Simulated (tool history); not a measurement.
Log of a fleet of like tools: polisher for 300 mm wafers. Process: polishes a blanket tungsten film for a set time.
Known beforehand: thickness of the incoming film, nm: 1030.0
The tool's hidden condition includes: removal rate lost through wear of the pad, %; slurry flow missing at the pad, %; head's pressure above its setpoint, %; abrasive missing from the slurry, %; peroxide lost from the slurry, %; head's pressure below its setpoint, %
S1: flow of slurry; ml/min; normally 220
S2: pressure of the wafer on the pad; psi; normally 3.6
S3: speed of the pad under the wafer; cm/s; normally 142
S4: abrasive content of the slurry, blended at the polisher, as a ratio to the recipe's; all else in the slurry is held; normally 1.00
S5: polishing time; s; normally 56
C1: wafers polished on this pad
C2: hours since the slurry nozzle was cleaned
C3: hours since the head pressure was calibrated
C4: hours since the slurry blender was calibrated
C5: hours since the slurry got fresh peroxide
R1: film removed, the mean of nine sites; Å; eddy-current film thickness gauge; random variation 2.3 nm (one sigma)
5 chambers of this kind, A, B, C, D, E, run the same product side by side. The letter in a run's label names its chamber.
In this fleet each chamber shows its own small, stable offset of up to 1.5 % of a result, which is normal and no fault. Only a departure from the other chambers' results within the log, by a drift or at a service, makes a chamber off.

{"hour": 2.5, "done": "chamber E: worn pad replaced by a new one"}
{"hour": 2.6, "done": "chamber C: slurry tank refilled with fresh slurry and peroxide"}
{"run": "1B", "hour": 4.3, "S1": 220, "S2": 3.6, "S3": 142, "S4": 1.0, "S5": 56, "C1": 70, "C2": 155.7, "C3": 98.6, "C4": 70.9, "C5": 27.7, "R1": 3659.5}
{"hour": 7.9, "done": "chamber C: worn pad replaced by a new one"}
{"run": "2C", "hour": 8.2, "S1": 220, "S2": 3.6, "S3": 142, "S4": 1.0, "S5": 56, "C1": 5, "C2": 291.4, "C3": 590.4, "C4": 119.6, "C5": 5.7, "R1": 3607.0}
{"hour": 10.5, "done": "chamber D: worn pad replaced by a new one"}
{"run": "3A", "hour": 12.7, "S1": 220, "S2": 3.6, "S3": 142, "S4": 1.0, "S5": 56, "C1": 668, "C2": 150.6, "C3": 145.4, "C4": 26.5, "C5": 67.8, "R1": 3636.4}
{"run": "4D", "hour": 17.4, "S1": 220, "S2": 3.6, "S3": 142, "S4": 1.0, "S5": 56, "C1": 104, "C2": 184.5, "C3": 732.0, "C4": 135.2, "C5": 43.9, "R1": 3544.1}
{"run": "5E", "hour": 19.9, "S1": 220, "S2": 3.6, "S3": 142, "S4": 1.0, "S5": 56, "C1": 262, "C2": 292.7, "C3": 1227.7, "C4": 71.4, "C5": 100.9, "R1": 3607.3}
{"run": "6B", "hour": 23.4, "S1": 220, "S2": 3.6, "S3": 142, "S4": 1.0, "S5": 56, "C1": 357, "C2": 174.8, "C3": 117.7, "C4": 90.0, "C5": 46.8, "R1": 3628.4}
{"hour": 25.9, "done": "chamber E: head pressure recalibrated"}
{"run": "7A", "hour": 27.4, "S1": 220, "S2": 3.6, "S3": 142, "S4": 1.0, "S5": 56, "C1": 889, "C2": 165.3, "C3": 160.1, "C4": 41.2, "C5": 82.5, "R1": 3647.2}
{"run": "8D", "hour": 29.9, "S1": 220, "S2": 3.6, "S3": 142, "S4": 1.0, "S5": 56, "C1": 292, "C2": 197.0, "C3": 744.5, "C4": 147.7, "C5": 56.4, "R1": 3530.4}
{"hour": 32.4, "done": "chamber B: slurry tank refilled with fresh slurry and peroxide"}
{"run": "9E", "hour": 32.5, "S1": 220, "S2": 3.6, "S3": 142, "S4": 1.0, "S5": 56, "C1": 451, "C2": 305.3, "C3": 6.6, "C4": 84.0, "C5": 113.5, "R1": 3635.9}
{"run": "10C", "hour": 35.3, "S1": 220, "S2": 3.6, "S3": 142, "S4": 1.0, "S5": 56, "C1": 412, "C2": 318.5, "C3": 617.5, "C4": 146.7, "C5": 32.8, "R1": 3620.4}
{"run": "11C", "hour": 37.6, "S1": 220, "S2": 3.6, "S3": 142, "S4": 1.0, "S5": 56, "C1": 447, "C2": 320.8, "C3": 619.8, "C4": 149.0, "C5": 35.1, "R1": 3606.8}
{"run": "12E", "hour": 41.1, "S1": 220, "S2": 3.6, "S3": 142, "S4": 1.0, "S5": 56, "C1": 580, "C2": 313.9, "C3": 15.2, "C4": 92.6, "C5": 122.1, "R1": 3593.6}
{"hour": 42.2, "done": "chamber D: slurry tank refilled with fresh slurry and peroxide"}
{"run": "13D", "hour": 44.3, "S1": 220, "S2": 3.6, "S3": 142, "S4": 0.75, "S5": 47, "C1": 508, "C2": 211.4, "C3": 758.9, "C4": 162.1, "C5": 2.2, "R1": 2758.3}
{"hour": 44.8, "done": "chamber B: worn pad replaced by a new one"}
{"run": "14A", "hour": 47.9, "S1": 220, "S2": 3.6, "S3": 142, "S4": 0.75, "S5": 47, "C1": 1198, "C2": 185.8, "C3": 180.6, "C4": 61.7, "C5": 103.0, "R1": 2849.3}
{"hour": 50.1, "done": "chamber E: slurry tank refilled with fresh slurry and peroxide"}
{"hour": 50.5, "done": "chamber C: worn pad replaced by a new one"}
{"run": "15B", "hour": 50.8, "S1": 220, "S2": 3.6, "S3": 142, "S4": 0.75, "S5": 47, "C1": 90, "C2": 202.2, "C3": 145.1, "C4": 117.4, "C5": 18.4, "R1": 2882.3}
{"hour": 51.4, "done": "chamber E: worn pad replaced by a new one"}
{"hour": 53.0, "done": "chamber A: slurry tank refilled with fresh slurry and peroxide"}
{"run": "16D", "hour": 54.5, "S1": 220, "S2": 3.6, "S3": 142, "S4": 0.75, "S5": 47, "C1": 662, "C2": 221.6, "C3": 769.1, "C4": 172.3, "C5": 12.4, "R1": 2715.8}
{"hour": 56.1, "done": "chamber A: worn pad replaced by a new one"}
{"run": "17B", "hour": 58.6, "S1": 220, "S2": 3.6, "S3": 142, "S4": 0.75, "S5": 47, "C1": 207, "C2": 210.0, "C3": 152.9, "C4": 125.2, "C5": 26.2, "R1": 2892.5}
{"run": "18E", "hour": 61.4, "S1": 220, "S2": 3.6, "S3": 142, "S4": 1.0, "S5": 56, "C1": 151, "C2": 334.2, "C3": 35.5, "C4": 112.9, "C5": 11.3, "R1": 3640.4}
{"hour": 62.4, "done": "chamber B: slurry nozzle cleaned"}
{"hour": 62.9, "done": "chamber D: worn pad replaced by a new one"}
{"run": "19C", "hour": 64.2, "S1": 220, "S2": 3.6, "S3": 142, "S4": 1.0, "S5": 56, "C1": 206, "C2": 347.4, "C3": 646.4, "C4": 175.6, "C5": 61.7, "R1": 3600.0}
{"hour": 65.4, "done": "chamber E: slurry blender recalibrated"}
{"hour": 68.1, "done": "chamber C: slurry tank refilled with fresh slurry and peroxide"}
{"run": "20A", "hour": 68.7, "S1": 220, "S2": 3.6, "S3": 142, "S4": 1.0, "S5": 56, "C1": 189, "C2": 206.6, "C3": 201.4, "C4": 82.5, "C5": 15.8, "R1": 3655.2}
{"run": "21A", "hour": 71.6, "S1": 220, "S2": 3.6, "S3": 142, "S4": 1.0, "S5": 56, "C1": 233, "C2": 209.5, "C3": 204.3, "C4": 85.4, "C5": 18.7, "R1": 3619.9}
{"run": "22E", "hour": 74.9, "S1": 220, "S2": 4.1, "S3": 142, "S4": 1.0, "S5": 56, "C1": 354, "C2": 347.7, "C3": 49.0, "C4": 9.5, "C5": 24.8, "R1": 4135.2}
{"hour": 75.9, "done": "chamber C: slurry nozzle cleaned"}
{"run": "23C", "hour": 79.3, "S1": 220, "S2": 4.1, "S3": 142, "S4": 1.0, "S5": 56, "C1": 433, "C2": 3.5, "C3": 661.5, "C4": 190.7, "C5": 11.2, "R1": 4114.2}
{"run": "24B", "hour": 83.1, "S1": 220, "S2": 4.1, "S3": 142, "S4": 1.0, "S5": 56, "C1": 576, "C2": 20.8, "C3": 177.4, "C4": 149.7, "C5": 50.7, "R1": 4122.1}
{"hour": 84.9, "done": "chamber B: slurry tank refilled with fresh slurry and peroxide"}
{"run": "25D", "hour": 86.9, "S1": 220, "S2": 4.1, "S3": 142, "S4": 1.0, "S5": 56, "C1": 361, "C2": 254.0, "C3": 801.5, "C4": 204.7, "C5": 44.8, "R1": 3864.6}
{"run": "26D", "hour": 91.4, "S1": 220, "S2": 4.1, "S3": 142, "S4": 1.0, "S5": 56, "C1": 429, "C2": 258.5, "C3": 806.0, "C4": 209.2, "C5": 49.3, "R1": 3906.5}
{"run": "27C", "hour": 93.6, "S1": 220, "S2": 3.6, "S3": 142, "S4": 1.0, "S5": 56, "C1": 648, "C2": 17.8, "C3": 675.8, "C4": 205.0, "C5": 25.5, "R1": 3612.1}
{"hour": 96.0, "done": "chamber B: worn pad replaced by a new one"}
{"run": "28E", "hour": 96.1, "S1": 260, "S2": 3.6, "S3": 142, "S4": 1.0, "S5": 56, "C1": 672, "C2": 368.9, "C3": 70.2, "C4": 30.7, "C5": 46.0, "R1": 3681.2}
{"run": "29A", "hour": 100.0, "S1": 260, "S2": 3.6, "S3": 142, "S4": 1.0, "S5": 56, "C1": 660, "C2": 237.9, "C3": 232.7, "C4": 113.8, "C5": 47.1, "R1": 3660.7}
{"run": "30B", "hour": 103.9, "S1": 260, "S2": 3.6, "S3": 142, "S4": 1.0, "S5": 56, "C1": 119, "C2": 41.6, "C3": 198.2, "C4": 170.5, "C5": 19.1, "R1": 3700.7}
{"hour": 104.5, "done": "chamber C: worn pad replaced by a new one"}
{"run": "31A", "hour": 107.3, "S1": 260, "S2": 3.6, "S3": 142, "S4": 1.0, "S5": 56, "C1": 770, "C2": 245.2, "C3": 240.0, "C4": 121.1, "C5": 54.4, "R1": 3681.5}
{"run": "32C", "hour": 111.4, "S1": 260, "S2": 3.6, "S3": 142, "S4": 1.0, "S5": 56, "C1": 103, "C2": 35.6, "C3": 693.6, "C4": 222.8, "C5": 43.3, "R1": 3696.1}

Does one chamber stand apart from the rest, does the shared gauge drift, or is all well apart from small per-chamber offsets? Give the chamber and the most likely cause, where there is one.

It is chamber D that slowly wanders off from its peers.
Most likely cause: head's pressure below its setpoint, % = 7.46.
Not necessarily distinguishable in this log from: slurry flow missing at the pad, %; abrasive missing from the slurry, %.

Chamber D could run next with any of the 4 candidate recipes listed below; each alters the usual settings, and their results appear as question marks. Which one brings its results back in line with what the other chambers deliver on the usual settings?
To be in line, a result may differ from the other chambers' mean on the usual settings by at most: R1 81.0 Å
{"run": "33D-1", "hour": 114.7, "S1": 220, "S2": 3.8, "S3": 142, "S4": 1.0, "S5": 58, "R1": "?"}
{"run": "33D-2", "hour": 114.7, "S1": 215, "S2": 3.6, "S3": 142, "S4": 1.0, "S5": 49, "R1": "?"}
{"run": "33D-3", "hour": 114.7, "S1": 220, "S2": 3.5, "S3": 138, "S4": 1.0, "S5": 54, "R1": "?"}
{"run": "33D-4", "hour": 114.7, "S1": 220, "S2": 3.6, "S3": 152, "S4": 1.0, "S5": 60, "R1": "?"}

On the usual settings, the other chambers give on average: R1 3628.2 Å
run=33D-1 R1=3633.0
run=33D-2 R1=2896.8
run=33D-3 R1=3022.6
run=33D-4 R1=3811.9
The answer is 33D-1, which returns the chamber to within the allowed miss of the others.
